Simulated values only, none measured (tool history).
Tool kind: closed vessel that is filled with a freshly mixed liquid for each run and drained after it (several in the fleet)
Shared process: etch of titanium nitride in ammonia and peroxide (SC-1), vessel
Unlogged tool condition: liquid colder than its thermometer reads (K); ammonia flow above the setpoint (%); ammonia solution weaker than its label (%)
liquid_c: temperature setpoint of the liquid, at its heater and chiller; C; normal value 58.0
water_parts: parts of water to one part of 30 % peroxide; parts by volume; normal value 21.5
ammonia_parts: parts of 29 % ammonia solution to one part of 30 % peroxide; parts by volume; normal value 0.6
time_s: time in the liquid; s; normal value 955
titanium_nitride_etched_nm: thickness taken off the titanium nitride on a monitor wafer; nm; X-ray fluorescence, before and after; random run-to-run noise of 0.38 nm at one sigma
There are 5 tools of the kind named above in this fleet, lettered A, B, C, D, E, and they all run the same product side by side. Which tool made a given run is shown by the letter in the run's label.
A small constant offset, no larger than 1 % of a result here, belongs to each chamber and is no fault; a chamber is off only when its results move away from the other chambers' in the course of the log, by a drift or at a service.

run   hour  liquid_c  water_parts  ammonia_parts  time_s  hours since the thermometer was replaced  hours since the ammonia flow meter was replaced  hours since the drum of ammonia solution was connected  read-back film thickness of the titanium nitride reference wafer, read on the same gauge (nm)  titanium_nitride_etched_nm
 1D    8.1      58.0         21.5            0.6     955                                    2345.1                                            458.1                                                  1067.9                                                                                         30.011                      52.145
 2E   24.7      58.0         21.5            0.6     955                                    1546.5                                            124.3                                                   338.0                                                                                         29.999                      52.953
 3B   32.2      58.0         21.5            0.6     955                                     707.0                                           1864.4                                                   228.1                                                                                         30.000                      51.894
 4A   43.4      58.0         21.5            0.6     955                                    1917.4                                           1671.3                                                   463.6                                                                                         29.999                      52.188
 5C   52.0      58.0         21.5            0.6     955                                    1085.6                                           1493.9                                                    64.7                                                                                         29.984                      52.732
 6E   60.3      58.0         21.5            0.6     955                                    1582.1                                            159.9                                                   373.6                                                                                         29.987                      53.830
      61.7  -- chamber B: ammonia flow meter replaced
 7D   75.1      58.0         21.5            0.6     955                                    2412.1                                            525.1                                                  1134.9                                                                                         29.998                      52.353
 8C   86.6      58.0         21.5            0.6     955                                    1120.2                                           1528.5                                                    99.3                                                                                         29.974                      53.297
 9A  103.0      58.0         21.5            0.6     955                                    1977.0                                           1730.9                                                   523.2                                                                                         29.940                      52.172
     105.5  -- chamber D: new drum of ammonia solution connected
10B  119.5      51.0         30.0            0.6     955                                     794.3                                             57.8                                                   315.4                                                                                         29.986                      26.607
11C  126.8      51.0         30.0            0.6     955                                    1160.4                                           1568.7                                                   139.5                                                                                         30.002                      27.775
12E  136.3      51.0         30.0            0.6     955                                    1658.1                                            235.9                                                   449.6                                                                                         30.032                      26.992
13A  144.4      51.0         30.0            0.6     955                                    2018.4                                           1772.3                                                   564.6                                                                                         29.959                      26.807
14B  152.9      51.0         30.0            0.6     955                                     827.7                                             91.2                                                   348.8                                                                                         29.987                      27.069
15D  166.1      58.0         21.5            0.6     955                                    2503.1                                            616.1                                                    60.6                                                                                         30.028                      52.441
16B  176.1      58.0         21.5            0.6     955                                     850.9                                            114.4                                                   372.0                                                                                         29.988                      52.189
17E  183.7      58.0         21.5            0.6     955                                    1705.5                                            283.3                                                   497.0                                                                                         30.005                      52.605
18C  193.6      58.0         21.5            0.6     955                                    1227.2                                           1635.5                                                   206.3                                                                                         30.028                      52.050
19D  206.3      58.0         21.5            0.7     955                                    2543.3                                            656.3                                                   100.8                                                                                         29.978                      54.109
20A  213.9      58.0         21.5            0.7     955                                    2087.9                                           1841.8                                                   634.1                                                                                         29.971                      53.709
21E  228.7      58.0         21.5            0.7     955                                    1750.5                                            328.3                                                   542.0                                                                                         30.060                      53.389
22C  236.0      58.0         21.5            0.7     955                                    1269.6                                           1677.9                                                   248.7                                                                                         29.992                      52.850
23B  244.1      58.0         21.5            0.7     955                                     918.9                                            182.4                                                   440.0                                                                                         30.030                      53.745
24A  254.2      58.0         21.5            0.6     955                                    2128.2                                           1882.1                                                   674.4                                                                                         29.976                      51.627
25D  264.6      58.0         21.5            0.6     955                                    2601.6                                            714.6                                                   159.1                                                                                         29.967                      52.367
26C  275.8      58.0         21.5            0.6     955                                    1309.4                                           1717.7                                                   288.5                                                                                         29.973                      50.226
27E  291.7      52.5         11.0            0.6     955                                    1813.5                                            391.3                                                   605.0                                                                                         30.008                      51.895
28D  303.5      52.5         11.0            0.6     955                                    2640.5                                            753.5                                                   198.0                                                                                         29.981                      52.563
29A  316.6      52.5         11.0            0.6     955                                    2190.6                                           1944.5                                                   736.8                                                                                         29.979                      52.069
30B  332.9      52.5         11.0            0.6     955                                    1007.7                                            271.2                                                   528.8                                                                                         29.980                      51.066
31D  341.9      52.5         11.0            0.6     955                                    2678.9                                            791.9                                                   236.4                                                                                         30.024                      53.121
32E  358.3      58.0         21.5            0.6     955                                    1880.1                                            457.9                                                   671.6                                                                                         29.984                      52.732
33B  367.9      58.0         21.5            0.6     955                                    1042.7                                            306.2                                                   563.8                                                                                         30.004                      51.928
34A  381.2      58.0         21.5            0.6     955                                    2255.2                                           2009.1                                                   801.4                                                                                         29.992                      51.702
35C  389.9      58.0         21.5            0.6     955                                    1423.5                                           1831.8                                                   402.6                                                                                         29.960                      49.366
36B  399.1      58.0         15.5            0.6     955                                    1073.9                                            337.4                                                   595.0                                                                                         30.001                      62.502
37D  407.0      58.0         15.5            0.6     955                                    2744.0                                            857.0                                                   301.5                                                                                         29.977                      63.661
38C  420.7      58.0         15.5            0.6     955                                    1454.3                                           1862.6                                                   433.4                                                                                         29.963                      59.393
39A  434.6      58.0         15.5            0.6     955                                    2308.6                                           2062.5                                                   854.8                                                                                         29.994                      61.960
40E  442.3      58.0         15.5            0.6     955                                    1964.1                                            541.9                                                   755.6                                                                                         29.967                      63.445
41B  452.0      58.0         21.5            0.6     955                                    1126.8                                            390.3                                                   647.9                                                                                         29.989                      52.353
42A  468.6      58.0         17.0            0.6     715                                    2342.6                                           2096.5                                                   888.8                                                                                         30.001                      44.017
43E  476.8      58.0         17.0            0.6     715                                    1998.6                                            576.4                                                   790.1                                                                                         29.995                      44.928

Decide between three cases: one chamber stands off from its peers, the gauge reading all wafers drifts, or nothing is wrong past each chamber's small offset. Where a chamber is off, say which and what most likely put it there.

One chamber, C, drifts off from the rest bit by bit.
Most likely cause: liquid colder than its thermometer reads (K) = 1.37.

Which of the 4 candidates below, each the usual settings with something changed and its results left as question marks, puts chamber C back in line with what the other chambers give on the usual settings?
In line here means within this much of the mean the other chambers give on the usual settings: titanium_nitride_etched_nm 1.300 nm
44C-1  488.7      58.0         21.5           0.60     980                                                                                                                                                                                                                                                                             ?
44C-2  488.7      58.0         21.5           0.95     955                                                                                                                                                                                                                                                                             ?
44C-3  488.7      57.5         22.0           0.60     925                                                                                                                                                                                                                                                                             ?
44C-4  488.7      57.5         21.5           0.60     955                                                                                                                                                                                                                                                                             ?

Other chambers, usual settings, mean: titanium_nitride_etched_nm 52.382 nm
  run  titanium_nitride_etched_nm
44C-1                      49.716
44C-2                      52.581
44C-3                      44.822
44C-4                      46.883
The right change is 44C-2: it brings the chamber back within the allowed miss of the others.

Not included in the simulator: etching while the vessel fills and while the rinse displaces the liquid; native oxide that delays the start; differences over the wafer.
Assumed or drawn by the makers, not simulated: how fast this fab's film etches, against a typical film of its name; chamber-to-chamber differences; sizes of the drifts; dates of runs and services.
